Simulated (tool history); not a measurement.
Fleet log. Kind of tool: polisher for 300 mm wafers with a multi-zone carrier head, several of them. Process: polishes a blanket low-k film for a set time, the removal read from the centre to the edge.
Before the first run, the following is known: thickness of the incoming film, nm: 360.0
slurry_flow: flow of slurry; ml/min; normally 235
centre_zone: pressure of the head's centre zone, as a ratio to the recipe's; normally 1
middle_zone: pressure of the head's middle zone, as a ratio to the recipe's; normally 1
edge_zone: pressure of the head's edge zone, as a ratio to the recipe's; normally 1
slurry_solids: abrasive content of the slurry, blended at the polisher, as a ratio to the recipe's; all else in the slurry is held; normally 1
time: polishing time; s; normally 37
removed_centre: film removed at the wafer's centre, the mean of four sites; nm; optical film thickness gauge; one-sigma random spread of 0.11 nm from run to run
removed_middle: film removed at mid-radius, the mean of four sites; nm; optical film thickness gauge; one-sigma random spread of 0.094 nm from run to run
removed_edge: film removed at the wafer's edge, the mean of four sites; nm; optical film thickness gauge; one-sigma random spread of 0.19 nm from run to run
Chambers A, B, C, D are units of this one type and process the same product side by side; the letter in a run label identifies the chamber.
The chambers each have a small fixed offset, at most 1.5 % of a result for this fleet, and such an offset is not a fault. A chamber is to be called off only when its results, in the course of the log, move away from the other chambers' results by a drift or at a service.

run	day	slurry_flow	centre_zone	middle_zone	edge_zone	slurry_solids	time	removed_centre	removed_middle	removed_edge
1C	0.142	235	1	1	1	1	37	15.284	15.11	14.868
2A	0.242	235	1	1	1	1	37	15.127	15.088	15.214
3B	0.408	235	1	1	1	1	37	15.394	14.797	15.289
4D	0.488	235	1	1	1	1	37	15.335	15.292	15.247
# day 0.558: chamber B: worn pad replaced by a new one
# day 0.583: chamber D: worn pad replaced by a new one
5D	0.596	235	1	1	1	1	37	15.03	15.288	15.056
6A	0.692	235	1	1	1	1	37	15.227	14.894	15.06
7C	0.842	235	1	1	1	1	37	15.112	15.104	15.369
8B	0.921	235	1	1	1	1	37	15.501	14.96	15.314
9D	1.004	235	1	1	1	1	37	15.009	15.279	14.956
10B	1.129	235	1	1	1	1	37	15.328	15.035	15.203
11C	1.204	235	1	1	1	1	37	14.993	15.142	15.604
12A	1.35	235	1	1	1	1	37	15.209	15.071	14.883
# day 1.512: chamber A: centre zone pressure recalibrated
13D	1.525	235	0.9	1	1	1	37	13.545	15.236	15.286
14B	1.683	235	0.9	1	1	1	37	13.615	14.928	15.423
15C	1.8	235	0.9	1	1	1	37	13.462	15.256	15.388
16A	1.946	235	0.9	1	1	1	37	13.418	15.071	15.163
17A	2.058	235	1	1	1	1	37	15.03	15.18	14.99
18B	2.204	235	1	1	1	1	37	15.461	15.146	15.536
19C	2.279	235	1	1	1	1	37	14.989	15.25	15.162
20D	2.433	235	1	1	1	1	37	15.211	15.114	15.096
21B	2.533	270	1	1	1	1	37	15.404	15.36	15.477
22C	2.696	270	1	1	1	1	37	15.348	15.344	15.653
# day 2.838: chamber B: worn pad replaced by a new one
23A	2.871	270	1	1	1	1	37	15.569	15.375	15.205
24D	2.962	270	1	1	1	1	37	15.674	15.525	15.168
# day 3.017: chamber A: slurry nozzle cleaned
25A	3.05	235	1	1	1	1	37	15.055	15.123	15.089
26B	3.208	235	1	1	1	1	37	15.313	14.976	15.611
27C	3.371	235	1	1	1.06	1.1	37	15.714	15.602	16.486

Next, all 4 chambers run the settings below, one line each with question marks for the results. What does each chamber give?
28A	3.496	235	1	1	1.05	1	37	?	?	?
28B	3.496	235	1	1	1.05	1	37	?	?	?
28C	3.496	235	1	1	1.05	1	37	?	?	?
28D	3.496	235	1	1	1.05	1	37	?	?	?

run	removed_centre	removed_middle	removed_edge
28A	15.274	15.08	15.527
28B	15.253	14.997	15.723
28C	15.29	15.061	15.721
28D	15.101	15.092	15.324
